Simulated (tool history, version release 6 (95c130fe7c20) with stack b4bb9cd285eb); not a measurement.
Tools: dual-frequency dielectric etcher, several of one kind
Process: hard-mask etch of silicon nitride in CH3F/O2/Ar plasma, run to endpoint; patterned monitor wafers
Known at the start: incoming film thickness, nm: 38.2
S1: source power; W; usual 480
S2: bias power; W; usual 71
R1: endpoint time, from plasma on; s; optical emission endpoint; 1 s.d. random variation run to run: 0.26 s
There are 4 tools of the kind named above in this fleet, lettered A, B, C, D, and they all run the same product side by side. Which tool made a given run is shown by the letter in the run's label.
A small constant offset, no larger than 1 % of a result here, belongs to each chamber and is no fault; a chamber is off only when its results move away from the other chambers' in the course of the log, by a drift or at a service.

run   hour   S1  S2      R1
 1B     13  480  71  51.752
 2A   22.9  480  71  52.586
 3D   29.5  480  71  51.643
 4C   35.9  480  71  51.889
      39.4  -- chamber D: wet clean of the chamber
 5A   48.8  480  71  52.499
 6C   56.4  480  71  51.442
 7B   69.9  480  71  51.691
 8D   78.6  480  71  51.595
 9A   90.8  540  71  49.479
      97.9  -- chamber B: source power generator calibrated
10B  100.6  540  71  49.538
11D  111.3  540  71  49.228
12C  119.8  540  71   49.38
13A  127.1  480  71   51.68
     134.9  -- chamber B: wet clean of the chamber
14C  139.8  480  71  51.955
15D  146.5  480  71  51.813
16B    159  480  71  51.564
17D    171  480  71   51.45
18B  180.2  480  71  51.375
19C  193.6  480  71  52.164
20A  203.9  480  71  50.697
21B  212.8  480  71  51.934
22D  223.4  480  71  51.441
23C  234.2  480  71   51.39
24A  244.4  480  71  50.559
25D  257.7  420  87   50.54
26B  270.4  420  87   50.56
27C  282.6  420  87  51.052
28A  294.7  420  87  49.376
29D  307.7  480  71  51.147
30C    317  440  64    55.7
31A    329  440  64  53.336
32B  338.7  440  64  55.086
33D    348  440  64  54.978
34B  355.6  480  71  51.714
     362.8  -- chamber C: wet clean of the chamber
35C  363.5  480  71  51.667
36A  371.6  480  71  49.432
37A  383.5  480  53  54.824
38C  392.1  480  53   57.31
39B  404.7  480  53  56.627
     414.1  -- chamber D: wet clean of the chamber
40D  415.3  480  53  56.433

Read the log: is a single chamber off, either drifting away or since a service, is the gauge that measures every chamber drifting, or is nothing wrong beyond small per-chamber offsets? Name any odd chamber and what most likely caused it.

It is chamber A that slowly wanders off from its peers.
Likeliest cause: etch rate over this chamber's usual, % = 5.4.

Here are 4 candidates for chamber A's next run, each the usual settings with a change, their results left as question marks. Which one brings its results back in line with what the others give on the usual settings?
A result is in line if it is within this distance of the other chambers' mean on the usual settings: R1 0.9 s
41A-1  425.3  480  62   ?
41A-2  425.3  480  68   ?
41A-3  425.3  490  72   ?
41A-4  425.3  510  75   ?

Usual-settings mean across the other chambers: R1 51.595 s
  run      R1
41A-1  51.753
41A-2   50.18
41A-3  48.827
41A-4  47.417
The right change is 41A-1: it brings the chamber back within the allowed miss of the others.
